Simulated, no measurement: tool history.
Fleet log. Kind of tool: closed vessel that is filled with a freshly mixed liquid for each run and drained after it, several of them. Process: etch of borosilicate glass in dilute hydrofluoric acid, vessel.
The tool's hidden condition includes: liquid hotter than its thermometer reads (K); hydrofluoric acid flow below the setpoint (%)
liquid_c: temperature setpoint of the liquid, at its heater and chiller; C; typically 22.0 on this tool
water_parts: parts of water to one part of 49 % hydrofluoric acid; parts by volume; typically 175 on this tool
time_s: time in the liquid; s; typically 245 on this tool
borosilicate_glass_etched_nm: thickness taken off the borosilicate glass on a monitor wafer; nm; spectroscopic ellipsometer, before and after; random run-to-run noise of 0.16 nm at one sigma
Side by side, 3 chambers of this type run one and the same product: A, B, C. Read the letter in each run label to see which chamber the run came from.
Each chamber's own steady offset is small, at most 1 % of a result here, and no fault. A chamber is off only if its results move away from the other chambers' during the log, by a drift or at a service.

run	day	liquid_c	water_parts	time_s	hours since the thermometer was replaced	hours since the hydrofluoric acid flow meter was replaced	read-back film thickness of the borosilicate glass reference wafer, read on the same gauge (nm)	borosilicate_glass_etched_nm
1B	0.375	22.0	175	245	51.5	252.9	59.999	28.053
2C	0.896	22.0	175	245	960.3	835.0	59.996	28.261
3A	1.300	22.0	175	245	671.1	1281.4	59.983	28.509
4A	1.625	22.0	175	245	678.9	1289.2	59.972	28.420
5B	1.996	22.0	175	245	90.4	291.8	60.048	28.048
# day 2.088: chamber A: hydrofluoric acid flow meter replaced
6C	2.296	22.0	175	325	993.9	868.6	59.990	37.992
7B	2.750	22.0	175	325	108.5	309.9	60.002	37.456
8C	3.179	22.0	175	325	1015.1	889.8	60.026	37.199
9A	3.704	22.0	175	245	728.8	38.9	60.031	28.468
10B	4.012	22.0	175	245	138.8	340.2	59.987	28.326
11C	4.421	22.0	175	245	1044.9	919.6	60.015	27.860
12A	4.821	22.0	175	245	755.6	65.7	60.009	28.549
13C	5.250	22.0	175	245	1064.8	939.5	59.994	28.112
14A	5.542	22.0	175	245	772.9	83.0	59.994	28.542
15B	6.062	22.0	175	245	188.0	389.4	59.987	28.099
16A	6.596	22.0	175	245	798.2	108.3	59.984	28.599
17B	6.883	22.0	175	245	207.7	409.1	59.985	28.103
18C	7.438	25.5	175	295	1117.3	992.0	60.009	37.787
19C	7.871	25.5	175	295	1127.7	1002.4	60.001	37.502
20A	8.175	25.5	175	295	836.1	146.2	60.012	38.886
21B	8.567	22.0	175	245	248.1	449.5	59.994	28.161
22A	8.971	19.0	175	115	855.2	165.3	59.973	11.858
23C	9.267	19.0	175	115	1161.2	1035.9	59.997	11.343
24B	9.533	19.0	175	115	271.3	472.7	60.012	11.724
25B	9.871	22.0	175	245	279.4	480.8	59.997	27.875
26A	10.117	22.0	175	245	882.7	192.8	59.967	28.579
27C	10.633	22.0	175	245	1194.0	1068.7	59.994	26.950
28B	10.979	22.0	175	245	306.0	507.4	60.024	28.504
29A	11.383	22.0	175	245	913.1	223.2	59.995	28.554

All 3 chambers run these settings next. Forecast each chamber's results:
30A	11.788	22.0	175	150				?
30B	11.788	22.0	175	150				?
30C	11.788	22.0	175	150				?

run	borosilicate_glass_etched_nm
30A	17.613
30B	17.204
30C	16.390
